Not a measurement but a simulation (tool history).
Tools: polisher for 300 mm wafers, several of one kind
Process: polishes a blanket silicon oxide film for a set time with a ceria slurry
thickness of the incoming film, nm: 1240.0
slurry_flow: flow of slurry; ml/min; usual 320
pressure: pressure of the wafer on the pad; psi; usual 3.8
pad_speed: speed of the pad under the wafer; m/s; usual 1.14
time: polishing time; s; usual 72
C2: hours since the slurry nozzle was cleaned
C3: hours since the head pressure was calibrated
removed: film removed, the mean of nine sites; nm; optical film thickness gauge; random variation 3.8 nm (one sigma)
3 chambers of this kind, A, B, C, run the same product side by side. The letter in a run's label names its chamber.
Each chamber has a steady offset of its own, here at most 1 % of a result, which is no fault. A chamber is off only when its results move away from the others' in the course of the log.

Run 1C, hour 8.6: usual settings; wafers polished on this pad 344; C2 240.2; C3 356.4. Result: removed 389.99 nm.
Run 2B, hour 13.9: usual settings; wafers polished on this pad 856; C2 779.1; C3 56.1. Result: removed 390.95 nm.
Run 3A, hour 20.7: usual settings; wafers polished on this pad 448; C2 723.1; C3 1584.3. Result: removed 394.92 nm.
Run 4C, hour 27.6: usual settings; wafers polished on this pad 565; C2 259.2; C3 375.4. Result: removed 390.50 nm.
Run 5B, hour 36.6: usual settings; wafers polished on this pad 1119; C2 801.8; C3 78.8. Result: removed 384.55 nm.
At hour 40.2: chamber B: worn pad replaced by a new one.
Run 6A, hour 43.3: usual settings; wafers polished on this pad 710; C2 745.7; C3 1606.9. Result: removed 391.28 nm.
At hour 48.3: chamber C: worn pad replaced by a new one.
Run 7A, hour 48.7: usual settings; wafers polished on this pad 773; C2 751.1; C3 1612.3. Result: removed 390.90 nm.
Run 8C, hour 55.4: usual settings but pressure 4.7 psi, pad_speed 1.50 m/s; wafers polished on this pad 83; C2 287.0; C3 403.2. Result: removed 636.21 nm.
At hour 56.6: chamber A: worn pad replaced by a new one.
Run 9B, hour 61.5: usual settings but pressure 4.7 psi, pad_speed 1.50 m/s; wafers polished on this pad 247; C2 826.7; C3 103.7. Result: removed 645.59 nm.
Run 10B, hour 66.6: usual settings but pressure 4.7 psi, pad_speed 1.50 m/s; wafers polished on this pad 306; C2 831.8; C3 108.8. Result: removed 629.74 nm.
At hour 68.2: chamber B: slurry nozzle cleaned.
Run 11A, hour 70.7: usual settings; wafers polished on this pad 163; C2 773.1; C3 1634.3. Result: removed 394.98 nm.
Run 12C, hour 79.4: usual settings; wafers polished on this pad 361; C2 311.0; C3 427.2. Result: removed 389.37 nm.
Run 13A, hour 85.0: usual settings; wafers polished on this pad 329; C2 787.4; C3 1648.6. Result: removed 396.21 nm.
Run 14C, hour 92.6: usual settings; wafers polished on this pad 515; C2 324.2; C3 440.4. Result: removed 389.27 nm.
Run 15B, hour 101.4: usual settings; wafers polished on this pad 710; C2 33.2; C3 143.6. Result: removed 395.45 nm.
At hour 104.9: chamber C: slurry nozzle cleaned.
At hour 106.6: chamber A: slurry nozzle cleaned.
Run 16B, hour 108.2: usual settings; wafers polished on this pad 789; C2 40.0; C3 150.4. Result: removed 389.78 nm.
Run 17A, hour 114.1: usual settings; wafers polished on this pad 667; C2 7.5; C3 1677.7. Result: removed 401.66 nm.
At hour 114.6: chamber A: worn pad replaced by a new one.
At hour 116.0: chamber C: worn pad replaced by a new one.
Run 18C, hour 119.2: usual settings; wafers polished on this pad 37; C2 14.4; C3 467.0. Result: removed 391.40 nm.
At hour 123.0: chamber C: head pressure recalibrated.
Run 19B, hour 125.0: usual settings but pad_speed 0.76 m/s; wafers polished on this pad 984; C2 56.8; C3 167.2. Result: removed 267.30 nm.
Run 20A, hour 129.5: usual settings but pad_speed 0.76 m/s; wafers polished on this pad 173; C2 22.9; C3 1693.1. Result: removed 256.08 nm.
At hour 136.0: chamber A: head pressure recalibrated.
Run 21C, hour 137.0: usual settings but pad_speed 0.76 m/s; wafers polished on this pad 244; C2 32.2; C3 14.1. Result: removed 256.17 nm.
Run 22A, hour 143.7: usual settings; wafers polished on this pad 338; C2 37.1; C3 7.7. Result: removed 395.90 nm.
Run 23B, hour 148.5: usual settings; wafers polished on this pad 1257; C2 80.3; C3 190.7. Result: removed 388.35 nm.
Run 24C, hour 153.0: usual settings but slurry_flow 385 ml/min; wafers polished on this pad 430; C2 48.2; C3 30.1. Result: removed 398.59 nm.
At hour 156.7: chamber B: worn pad replaced by a new one.
Run 25B, hour 158.6: usual settings but slurry_flow 385 ml/min; wafers polished on this pad 22; C2 90.4; C3 200.8. Result: removed 398.28 nm.
Run 26A, hour 164.8: usual settings but slurry_flow 385 ml/min; wafers polished on this pad 583; C2 58.2; C3 28.8. Result: removed 400.10 nm.
Run 27C, hour 173.6: usual settings; wafers polished on this pad 669; C2 68.8; C3 50.7. Result: removed 387.47 nm.
At hour 176.2: chamber A: worn pad replaced by a new one.
Run 28B, hour 177.9: usual settings; wafers polished on this pad 246; C2 109.7; C3 220.1. Result: removed 390.58 nm.
Run 29C, hour 184.6: usual settings; wafers polished on this pad 797; C2 79.8; C3 61.7. Result: removed 390.60 nm.
At hour 191.1: chamber C: worn pad replaced by a new one.
Run 30A, hour 191.5: usual settings; wafers polished on this pad 178; C2 84.9; C3 55.5. Result: removed 402.18 nm.
Run 31B, hour 195.4: usual settings; wafers polished on this pad 449; C2 127.2; C3 237.6. Result: removed 390.59 nm.
Run 32A, hour 202.4: usual settings; wafers polished on this pad 304; C2 95.8; C3 66.4. Result: removed 394.64 nm.
Run 33C, hour 209.4: usual settings but pressure 4.2 psi; wafers polished on this pad 213; C2 104.6; C3 86.5. Result: removed 429.79 nm.
Run 34B, hour 216.2: usual settings but pressure 4.2 psi; wafers polished on this pad 691; C2 148.0; C3 258.4. Result: removed 437.29 nm.

What goes on in this fleet: one chamber off, a drifting gauge, or nothing beyond the chambers' own small offsets? Name the chamber and the cause, if any.

No chamber stands off beyond its own small offset, and the gauge holds steady.

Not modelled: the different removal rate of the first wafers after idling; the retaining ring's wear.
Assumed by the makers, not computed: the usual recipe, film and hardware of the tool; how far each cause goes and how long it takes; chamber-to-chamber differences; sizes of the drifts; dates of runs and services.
